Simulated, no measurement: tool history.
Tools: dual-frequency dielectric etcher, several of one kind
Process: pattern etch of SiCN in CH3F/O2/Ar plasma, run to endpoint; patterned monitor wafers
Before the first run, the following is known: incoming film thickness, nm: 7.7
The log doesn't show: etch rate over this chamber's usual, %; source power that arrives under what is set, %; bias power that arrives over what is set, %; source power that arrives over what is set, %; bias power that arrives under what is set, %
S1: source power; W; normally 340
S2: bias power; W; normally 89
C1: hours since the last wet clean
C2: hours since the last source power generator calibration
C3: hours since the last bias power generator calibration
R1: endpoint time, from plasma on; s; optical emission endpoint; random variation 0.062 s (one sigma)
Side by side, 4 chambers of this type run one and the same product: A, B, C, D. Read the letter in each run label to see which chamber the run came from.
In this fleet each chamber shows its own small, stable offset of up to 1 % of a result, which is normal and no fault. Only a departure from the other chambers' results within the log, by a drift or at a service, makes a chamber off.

run 1B hour=4.5 | S1=340 S2=89 | C1=36.4 C2=1007.1 C3=841.1 | R1=20.048
run 2D hour=13.1 | S1=340 S2=89 | C1=96.1 C2=292.3 C3=255.6 | R1=20.174
run 3C hour=20.7 | S1=340 S2=89 | C1=331.6 C2=2658.4 C3=2869.1 | R1=20.174
run 4A hour=28.7 | S1=340 S2=89 | C1=192.9 C2=853.3 C3=2943.1 | R1=20.245
run 5B hour=33.6 | S1=340 S2=89 | C1=65.5 C2=1036.2 C3=870.2 | R1=19.972
run 6A hour=41.5 | S1=340 S2=89 | C1=205.7 C2=866.1 C3=2955.9 | R1=20.239
run 7D hour=46.8 | S1=370 S2=96 | C1=129.8 C2=326 C3=289.3 | R1=19.07
run 8C hour=54.6 | S1=370 S2=96 | C1=365.5 C2=2692.3 C3=2903 | R1=18.894
run 9B hour=62.3 | S1=370 S2=96 | C1=94.2 C2=1064.9 C3=898.9 | R1=18.756
run 10C hour=67 | S1=370 S2=96 | C1=377.9 C2=2704.7 C3=2915.4 | R1=18.899
run 11A hour=71.2 | S1=300 S2=81 | C1=235.4 C2=895.8 C3=2985.6 | R1=21.846
run 12D hour=75.4 | S1=300 S2=81 | C1=158.4 C2=354.6 C3=317.9 | R1=21.783
run 13A hour=84 | S1=300 S2=81 | C1=248.2 C2=908.6 C3=2998.4 | R1=21.785
run 14C hour=89 | S1=300 S2=81 | C1=399.9 C2=2726.7 C3=2937.4 | R1=21.815
run 15B hour=98.1 | S1=340 S2=89 | C1=130 C2=1100.7 C3=934.7 | R1=20.067
run 16D hour=104.4 | S1=340 S2=89 | C1=187.4 C2=383.6 C3=346.9 | R1=19.937
run 17C hour=109.1 | S1=340 S2=89 | C1=420 C2=2746.8 C3=2957.5 | R1=20.076
run 18A hour=114.6 | S1=340 S2=89 | C1=278.8 C2=939.2 C3=3029 | R1=20.275
run 19D hour=122.1 | S1=340 S2=89 | C1=205.1 C2=401.3 C3=364.6 | R1=19.774
run 20B hour=127.3 | S1=340 S2=89 | C1=159.2 C2=1129.9 C3=963.9 | R1=19.947
run 21C hour=135.4 | S1=340 S2=89 | C1=446.3 C2=2773.1 C3=2983.8 | R1=20.136
run 22D hour=144.5 | S1=340 S2=89 | C1=227.5 C2=423.7 C3=387 | R1=19.738
run 23B hour=149.1 | S1=340 S2=89 | C1=181 C2=1151.7 C3=985.7 | R1=20.02
run 24A hour=157.1 | S1=340 S2=89 | C1=321.3 C2=981.7 C3=3071.5 | R1=20.164

Each of the 4 chambers runs these same settings next. Fill in every chamber's results:
run 25A hour=163.7 | S1=340 S2=89 | R1=?
run 25B hour=163.7 | S1=340 S2=89 | R1=?
run 25C hour=163.7 | S1=340 S2=89 | R1=?
run 25D hour=163.7 | S1=340 S2=89 | R1=?

run=25A R1=20.181
run=25B R1=19.938
run=25C R1=20.08
run=25D R1=19.582

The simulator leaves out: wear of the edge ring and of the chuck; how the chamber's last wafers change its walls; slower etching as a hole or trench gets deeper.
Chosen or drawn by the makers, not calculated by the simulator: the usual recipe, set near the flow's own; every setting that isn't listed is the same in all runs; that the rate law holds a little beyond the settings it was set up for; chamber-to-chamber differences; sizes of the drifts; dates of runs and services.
